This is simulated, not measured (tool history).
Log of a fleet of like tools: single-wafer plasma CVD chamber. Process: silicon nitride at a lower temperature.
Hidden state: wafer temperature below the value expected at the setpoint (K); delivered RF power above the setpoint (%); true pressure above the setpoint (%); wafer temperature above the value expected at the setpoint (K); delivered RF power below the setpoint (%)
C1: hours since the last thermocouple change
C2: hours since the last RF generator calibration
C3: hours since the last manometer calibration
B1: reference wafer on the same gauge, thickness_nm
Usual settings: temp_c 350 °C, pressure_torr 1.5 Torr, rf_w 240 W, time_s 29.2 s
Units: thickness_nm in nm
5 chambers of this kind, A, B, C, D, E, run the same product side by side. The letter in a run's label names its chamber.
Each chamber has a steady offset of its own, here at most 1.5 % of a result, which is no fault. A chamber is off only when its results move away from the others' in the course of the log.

{"run": "1C", "hour": 5.1, "temp_c": 350, "pressure_torr": 1.5, "rf_w": 240, "time_s": 29.2, "C1": 1146, "C2": 663, "C3": 2020.1, "B1": 34.108, "thickness_nm": 29.209}
{"run": "2E", "hour": 12.9, "temp_c": 350, "pressure_torr": 1.5, "rf_w": 240, "time_s": 29.2, "C1": 1376.9, "C2": 536.9, "C3": 2368.9, "B1": 34.059, "thickness_nm": 28.661}
{"run": "3A", "hour": 17.5, "temp_c": 350, "pressure_torr": 1.5, "rf_w": 240, "time_s": 29.2, "C1": 708.4, "C2": 1845.7, "C3": 1863.5, "B1": 34.112, "thickness_nm": 28.776}
{"run": "4B", "hour": 24.5, "temp_c": 350, "pressure_torr": 1.5, "rf_w": 240, "time_s": 29.2, "C1": 1348, "C2": 781.1, "C3": 133, "B1": 34.109, "thickness_nm": 28.986}
{"hour": 26.9, "done": "chamber B: thermocouple changed; heater temperature recalibrated"}
{"run": "5D", "hour": 32.3, "temp_c": 361, "pressure_torr": 1.5, "rf_w": 240, "time_s": 29.2, "C1": 2030.1, "C2": 820.9, "C3": 724.8, "B1": 34.11, "thickness_nm": 28.832}
{"run": "6C", "hour": 36.5, "temp_c": 361, "pressure_torr": 1.5, "rf_w": 240, "time_s": 29.2, "C1": 1177.4, "C2": 694.4, "C3": 2051.5, "B1": 34.11, "thickness_nm": 29.304}
{"run": "7D", "hour": 40.9, "temp_c": 361, "pressure_torr": 1.5, "rf_w": 240, "time_s": 29.2, "C1": 2038.7, "C2": 829.5, "C3": 733.4, "B1": 34.087, "thickness_nm": 28.723}
{"run": "8A", "hour": 44.6, "temp_c": 361, "pressure_torr": 1.5, "rf_w": 240, "time_s": 29.2, "C1": 735.5, "C2": 1872.8, "C3": 1890.6, "B1": 34.117, "thickness_nm": 28.486}
{"run": "9B", "hour": 52.1, "temp_c": 361, "pressure_torr": 1.5, "rf_w": 240, "time_s": 29.2, "C1": 25.3, "C2": 808.7, "C3": 160.6, "B1": 34.086, "thickness_nm": 28.813}
{"run": "10E", "hour": 55.9, "temp_c": 350, "pressure_torr": 1.5, "rf_w": 240, "time_s": 29.2, "C1": 1419.9, "C2": 579.9, "C3": 2411.9, "B1": 34.115, "thickness_nm": 28.539}
{"run": "11D", "hour": 61.8, "temp_c": 350, "pressure_torr": 1.5, "rf_w": 240, "time_s": 29.2, "C1": 2059.6, "C2": 850.4, "C3": 754.3, "B1": 34.104, "thickness_nm": 29.017}
{"run": "12B", "hour": 66.2, "temp_c": 350, "pressure_torr": 1.5, "rf_w": 225, "time_s": 29.2, "C1": 39.4, "C2": 822.8, "C3": 174.7, "B1": 34.091, "thickness_nm": 27.541}
{"run": "13A", "hour": 73.9, "temp_c": 350, "pressure_torr": 1.5, "rf_w": 225, "time_s": 29.2, "C1": 764.8, "C2": 1902.1, "C3": 1919.9, "B1": 34.067, "thickness_nm": 27.507}
{"run": "14E", "hour": 80.1, "temp_c": 350, "pressure_torr": 1.5, "rf_w": 225, "time_s": 29.2, "C1": 1444.1, "C2": 604.1, "C3": 2436.1, "B1": 34.117, "thickness_nm": 27.169}
{"run": "15C", "hour": 86.6, "temp_c": 350, "pressure_torr": 1.5, "rf_w": 225, "time_s": 29.2, "C1": 1227.5, "C2": 744.5, "C3": 2101.6, "B1": 34.145, "thickness_nm": 27.77}
{"run": "16B", "hour": 90.6, "temp_c": 350, "pressure_torr": 1.5, "rf_w": 225, "time_s": 29.2, "C1": 63.8, "C2": 847.2, "C3": 199.1, "B1": 34.113, "thickness_nm": 27.511}
{"run": "17E", "hour": 94.5, "temp_c": 350, "pressure_torr": 1.5, "rf_w": 240, "time_s": 29.2, "C1": 1458.5, "C2": 618.5, "C3": 2450.5, "B1": 34.122, "thickness_nm": 28.549}
{"run": "18A", "hour": 98.7, "temp_c": 350, "pressure_torr": 1.5, "rf_w": 240, "time_s": 29.2, "C1": 789.6, "C2": 1926.9, "C3": 1944.7, "B1": 34.049, "thickness_nm": 28.804}
{"run": "19D", "hour": 103.9, "temp_c": 350, "pressure_torr": 1.5, "rf_w": 240, "time_s": 29.2, "C1": 2101.7, "C2": 892.5, "C3": 796.4, "B1": 34.101, "thickness_nm": 29.093}
{"run": "20C", "hour": 111.4, "temp_c": 350, "pressure_torr": 1.5, "rf_w": 240, "time_s": 29.2, "C1": 1252.3, "C2": 769.3, "C3": 2126.4, "B1": 34.118, "thickness_nm": 29.239}
{"run": "21E", "hour": 115.5, "temp_c": 350, "pressure_torr": 1.5, "rf_w": 240, "time_s": 29.2, "C1": 1479.5, "C2": 639.5, "C3": 2471.5, "B1": 34.084, "thickness_nm": 28.611}
{"run": "22D", "hour": 122.5, "temp_c": 345, "pressure_torr": 1.5, "rf_w": 220, "time_s": 29.2, "C1": 2120.3, "C2": 911.1, "C3": 815, "B1": 34.084, "thickness_nm": 26.979}
{"run": "23C", "hour": 129.8, "temp_c": 345, "pressure_torr": 1.5, "rf_w": 220, "time_s": 29.2, "C1": 1270.7, "C2": 787.7, "C3": 2144.8, "B1": 34.101, "thickness_nm": 27.378}
{"run": "24A", "hour": 137.6, "temp_c": 345, "pressure_torr": 1.5, "rf_w": 220, "time_s": 29.2, "C1": 828.5, "C2": 1965.8, "C3": 1983.6, "B1": 34.087, "thickness_nm": 27.266}
{"run": "25B", "hour": 141.7, "temp_c": 345, "pressure_torr": 1.5, "rf_w": 220, "time_s": 29.2, "C1": 114.9, "C2": 898.3, "C3": 250.2, "B1": 34.038, "thickness_nm": 26.981}
{"run": "26E", "hour": 148.6, "temp_c": 345, "pressure_torr": 1.5, "rf_w": 220, "time_s": 29.2, "C1": 1512.6, "C2": 672.6, "C3": 2504.6, "B1": 34.091, "thickness_nm": 26.93}
{"run": "27A", "hour": 154.6, "temp_c": 350, "pressure_torr": 1.5, "rf_w": 240, "time_s": 29.2, "C1": 845.5, "C2": 1982.8, "C3": 2000.6, "B1": 34.145, "thickness_nm": 28.764}
{"run": "28C", "hour": 159.0, "temp_c": 350, "pressure_torr": 1.5, "rf_w": 240, "time_s": 29.2, "C1": 1299.9, "C2": 816.9, "C3": 2174, "B1": 34.115, "thickness_nm": 29.116}
{"run": "29B", "hour": 165.3, "temp_c": 350, "pressure_torr": 1.5, "rf_w": 240, "time_s": 29.2, "C1": 138.5, "C2": 921.9, "C3": 273.8, "B1": 34.041, "thickness_nm": 29.166}
{"run": "30D", "hour": 170.7, "temp_c": 361, "pressure_torr": 1.5, "rf_w": 240, "time_s": 31.5, "C1": 2168.5, "C2": 959.3, "C3": 863.2, "B1": 34.133, "thickness_nm": 31.075}
{"run": "31E", "hour": 178.3, "temp_c": 361, "pressure_torr": 1.5, "rf_w": 240, "time_s": 31.5, "C1": 1542.3, "C2": 702.3, "C3": 2534.3, "B1": 34.105, "thickness_nm": 30.553}
{"hour": 184.7, "done": "chamber E: capacitance manometer re-zeroed and calibrated"}
{"run": "32C", "hour": 185.9, "temp_c": 361, "pressure_torr": 1.5, "rf_w": 240, "time_s": 31.5, "C1": 1326.8, "C2": 843.8, "C3": 2200.9, "B1": 34.086, "thickness_nm": 31.247}
{"run": "33D", "hour": 189.4, "temp_c": 361, "pressure_torr": 1.5, "rf_w": 240, "time_s": 31.5, "C1": 2187.2, "C2": 978, "C3": 881.9, "B1": 34.131, "thickness_nm": 31.236}
{"run": "34A", "hour": 193.1, "temp_c": 361, "pressure_torr": 1.5, "rf_w": 240, "time_s": 31.5, "C1": 884, "C2": 2021.3, "C3": 2039.1, "B1": 34.111, "thickness_nm": 30.854}
{"run": "35B", "hour": 198.6, "temp_c": 350, "pressure_torr": 1.5, "rf_w": 240, "time_s": 29.2, "C1": 171.8, "C2": 955.2, "C3": 307.1, "B1": 34.102, "thickness_nm": 28.677}
{"run": "36C", "hour": 203.0, "temp_c": 350, "pressure_torr": 1.5, "rf_w": 240, "time_s": 29.2, "C1": 1343.9, "C2": 860.9, "C3": 2218, "B1": 34.097, "thickness_nm": 29.332}
{"run": "37D", "hour": 209.0, "temp_c": 350, "pressure_torr": 1.5, "rf_w": 240, "time_s": 29.2, "C1": 2206.8, "C2": 997.6, "C3": 901.5, "B1": 34.09, "thickness_nm": 29.136}
{"run": "38E", "hour": 214.1, "temp_c": 350, "pressure_torr": 1.5, "rf_w": 240, "time_s": 29.2, "C1": 1578.1, "C2": 738.1, "C3": 29.4, "B1": 34.064, "thickness_nm": 28.473}

What goes on in this fleet: one chamber off, a drifting gauge, or nothing beyond the chambers' own small offsets? Name the chamber and the cause, if any.

No chamber stands off beyond its own small offset, and the gauge holds steady.

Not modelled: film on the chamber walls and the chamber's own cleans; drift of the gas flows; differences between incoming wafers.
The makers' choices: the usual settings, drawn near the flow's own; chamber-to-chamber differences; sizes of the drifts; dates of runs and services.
